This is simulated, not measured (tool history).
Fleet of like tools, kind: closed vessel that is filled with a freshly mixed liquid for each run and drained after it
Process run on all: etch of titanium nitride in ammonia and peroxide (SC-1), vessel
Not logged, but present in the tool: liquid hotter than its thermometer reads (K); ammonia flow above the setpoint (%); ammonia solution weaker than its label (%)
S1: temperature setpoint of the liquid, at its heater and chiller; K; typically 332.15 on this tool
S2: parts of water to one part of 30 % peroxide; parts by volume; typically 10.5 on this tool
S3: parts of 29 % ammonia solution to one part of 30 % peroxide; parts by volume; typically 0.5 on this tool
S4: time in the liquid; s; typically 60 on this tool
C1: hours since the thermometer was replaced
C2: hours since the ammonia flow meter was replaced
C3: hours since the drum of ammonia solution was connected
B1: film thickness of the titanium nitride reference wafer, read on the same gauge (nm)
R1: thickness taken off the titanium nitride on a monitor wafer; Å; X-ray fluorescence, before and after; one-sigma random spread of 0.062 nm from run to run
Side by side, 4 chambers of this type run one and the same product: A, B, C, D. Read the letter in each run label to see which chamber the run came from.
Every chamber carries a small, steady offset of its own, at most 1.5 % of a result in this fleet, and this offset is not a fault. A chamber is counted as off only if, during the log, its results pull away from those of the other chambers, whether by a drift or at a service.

run 1C hour=3.1 | S1=332.15 S2=10.5 S3=0.5 S4=60 | C1=1914.8 C2=1033.2 C3=336.7 | B1=130.01 | R1=103.3
run 2D hour=7.4 | S1=332.15 S2=10.5 S3=0.5 S4=60 | C1=680.4 C2=485.1 C3=363 | B1=130.01 | R1=102.75
run 3A hour=11.3 | S1=332.15 S2=10.5 S3=0.5 S4=60 | C1=1174.4 C2=797.3 C3=77.7 | B1=130.02 | R1=104.16
run 4B hour=16 | S1=332.15 S2=10.5 S3=0.5 S4=60 | C1=110 C2=229 C3=339.3 | B1=130 | R1=103.16
run 5C hour=20.2 | S1=337.65 S2=10.5 S3=0.5 S4=60 | C1=1931.9 C2=1050.3 C3=353.8 | B1=130.01 | R1=148.81
run 6B hour=24.1 | S1=337.65 S2=10.5 S3=0.5 S4=60 | C1=118.1 C2=237.1 C3=347.4 | B1=130 | R1=144.92
run 7D hour=27.7 | S1=337.65 S2=10.5 S3=0.5 S4=60 | C1=700.7 C2=505.4 C3=383.3 | B1=130 | R1=146.32
-- hour=30.3 chamber C: new drum of ammonia solution connected
run 8A hour=32.7 | S1=337.65 S2=10.5 S3=0.5 S4=60 | C1=1195.8 C2=818.7 C3=99.1 | B1=130.02 | R1=147.78
run 9B hour=35.3 | S1=332.15 S2=10.5 S3=0.5 S4=60 | C1=129.3 C2=248.3 C3=358.6 | B1=130.01 | R1=103.62
run 10C hour=39.9 | S1=332.15 S2=10.5 S3=0.5 S4=60 | C1=1951.6 C2=1070 C3=9.6 | B1=129.99 | R1=103.47
run 11A hour=44.5 | S1=332.15 S2=10.5 S3=0.5 S4=60 | C1=1207.6 C2=830.5 C3=110.9 | B1=130.04 | R1=103.37
run 12D hour=47.8 | S1=332.15 S2=10.5 S3=0.5 S4=60 | C1=720.8 C2=525.5 C3=403.4 | B1=129.98 | R1=103.25
run 13D hour=52.2 | S1=332.15 S2=10.5 S3=0.5 S4=60 | C1=725.2 C2=529.9 C3=407.8 | B1=130.02 | R1=103.93
run 14B hour=56.9 | S1=332.15 S2=10.5 S3=0.5 S4=60 | C1=150.9 C2=269.9 C3=380.2 | B1=130.01 | R1=102.04
run 15C hour=59.4 | S1=332.15 S2=10.5 S3=0.5 S4=60 | C1=1971.1 C2=1089.5 C3=29.1 | B1=129.98 | R1=103.03
run 16A hour=64.3 | S1=332.15 S2=10.5 S3=0.5 S4=60 | C1=1227.4 C2=850.3 C3=130.7 | B1=130 | R1=103.29
run 17A hour=69.5 | S1=332.15 S2=10.5 S3=0.5 S4=60 | C1=1232.6 C2=855.5 C3=135.9 | B1=129.97 | R1=103.55
run 18D hour=72.8 | S1=332.15 S2=10.5 S3=0.5 S4=60 | C1=745.8 C2=550.5 C3=428.4 | B1=130 | R1=103.2
run 19C hour=77.3 | S1=328.65 S2=10.5 S3=0.5 S4=40 | C1=1989 C2=1107.4 C3=47 | B1=129.98 | R1=54.592
run 20B hour=81.1 | S1=328.65 S2=10.5 S3=0.5 S4=40 | C1=175.1 C2=294.1 C3=404.4 | B1=130.01 | R1=54.7
-- hour=82.8 chamber C: ammonia flow meter replaced
run 21B hour=83.6 | S1=328.65 S2=10.5 S3=0.5 S4=40 | C1=177.6 C2=296.6 C3=406.9 | B1=129.98 | R1=53.793
run 22C hour=88.2 | S1=328.65 S2=10.5 S3=0.5 S4=40 | C1=1999.9 C2=5.5 C3=57.9 | B1=130.01 | R1=54.44
run 23D hour=91.7 | S1=332.15 S2=10.5 S3=0.5 S4=60 | C1=764.7 C2=569.4 C3=447.3 | B1=129.98 | R1=103.38
run 24A hour=96.8 | S1=332.15 S2=10.5 S3=0.5 S4=60 | C1=1259.9 C2=882.8 C3=163.2 | B1=130 | R1=103.83
run 25D hour=101.5 | S1=332.15 S2=10.5 S3=0.65 S4=60 | C1=774.5 C2=579.2 C3=457.1 | B1=130.01 | R1=109.43
run 26B hour=105.9 | S1=332.15 S2=10.5 S3=0.65 S4=60 | C1=199.9 C2=318.9 C3=429.2 | B1=129.97 | R1=107.78
run 27A hour=109.9 | S1=332.15 S2=10.5 S3=0.65 S4=60 | C1=1273 C2=895.9 C3=176.3 | B1=129.99 | R1=108.73
run 28C hour=112.7 | S1=332.15 S2=10.5 S3=0.65 S4=60 | C1=2024.4 C2=30 C3=82.4 | B1=129.98 | R1=108.8
run 29D hour=117.2 | S1=332.15 S2=10.5 S3=0.7 S4=60 | C1=790.2 C2=594.9 C3=472.8 | B1=130.01 | R1=111.46
run 30B hour=120.6 | S1=332.15 S2=10.5 S3=0.7 S4=60 | C1=214.6 C2=333.6 C3=443.9 | B1=130.01 | R1=109.15
run 31A hour=124.9 | S1=332.15 S2=10.5 S3=0.7 S4=60 | C1=1288 C2=910.9 C3=191.3 | B1=130.01 | R1=109.63
run 32C hour=129.4 | S1=332.15 S2=10.5 S3=0.7 S4=60 | C1=2041.1 C2=46.7 C3=99.1 | B1=129.97 | R1=110.19
run 33B hour=134.9 | S1=332.15 S2=10.5 S3=0.5 S4=60 | C1=228.9 C2=347.9 C3=458.2 | B1=130 | R1=103.2
run 34A hour=138.3 | S1=332.15 S2=10.5 S3=0.5 S4=60 | C1=1301.4 C2=924.3 C3=204.7 | B1=129.99 | R1=103.47
run 35D hour=141.6 | S1=332.15 S2=10.5 S3=0.5 S4=60 | C1=814.6 C2=619.3 C3=497.2 | B1=130.01 | R1=105.76
run 36C hour=146 | S1=332.15 S2=10.5 S3=0.5 S4=60 | C1=2057.7 C2=63.3 C3=115.7 | B1=130.02 | R1=104.19
run 37A hour=150.1 | S1=332.15 S2=10.5 S3=0.5 S4=60 | C1=1313.2 C2=936.1 C3=216.5 | B1=130.01 | R1=102.06

Read the log: is a single chamber off, either drifting away or since a service, is the gauge that measures every chamber drifting, or is nothing wrong beyond small per-chamber offsets? Name any odd chamber and what most likely caused it.

It is chamber D that slowly wanders off from its peers.
What lies behind it: liquid hotter than its thermometer reads (K) = 0.529.

Here are 4 candidates for chamber D's next run, each the usual settings with a change, their results left as question marks. Which one brings its results back in line with what the others give on the usual settings?
A result is in line if it is within this distance of the other chambers' mean on the usual settings: R1 2.2 Å
run 38D-1 hour=154.1 | S1=332.15 S2=10.5 S3=0.5 S4=65 | R1=?
run 38D-2 hour=154.1 | S1=331.65 S2=10.5 S3=0.5 S4=60 | R1=?
run 38D-3 hour=154.1 | S1=331.15 S2=10.5 S3=0.5 S4=60 | R1=?
run 38D-4 hour=154.1 | S1=332.65 S2=10.5 S3=0.5 S4=60 | R1=?

The mean the other chambers reach with the usual settings: R1 103.4 Å
run=38D-1 R1=116.2
run=38D-2 R1=103.72
run=38D-3 R1=100.35
run=38D-4 R1=110.84
Change 38D-2 lands the chamber within the allowed miss of the other chambers.

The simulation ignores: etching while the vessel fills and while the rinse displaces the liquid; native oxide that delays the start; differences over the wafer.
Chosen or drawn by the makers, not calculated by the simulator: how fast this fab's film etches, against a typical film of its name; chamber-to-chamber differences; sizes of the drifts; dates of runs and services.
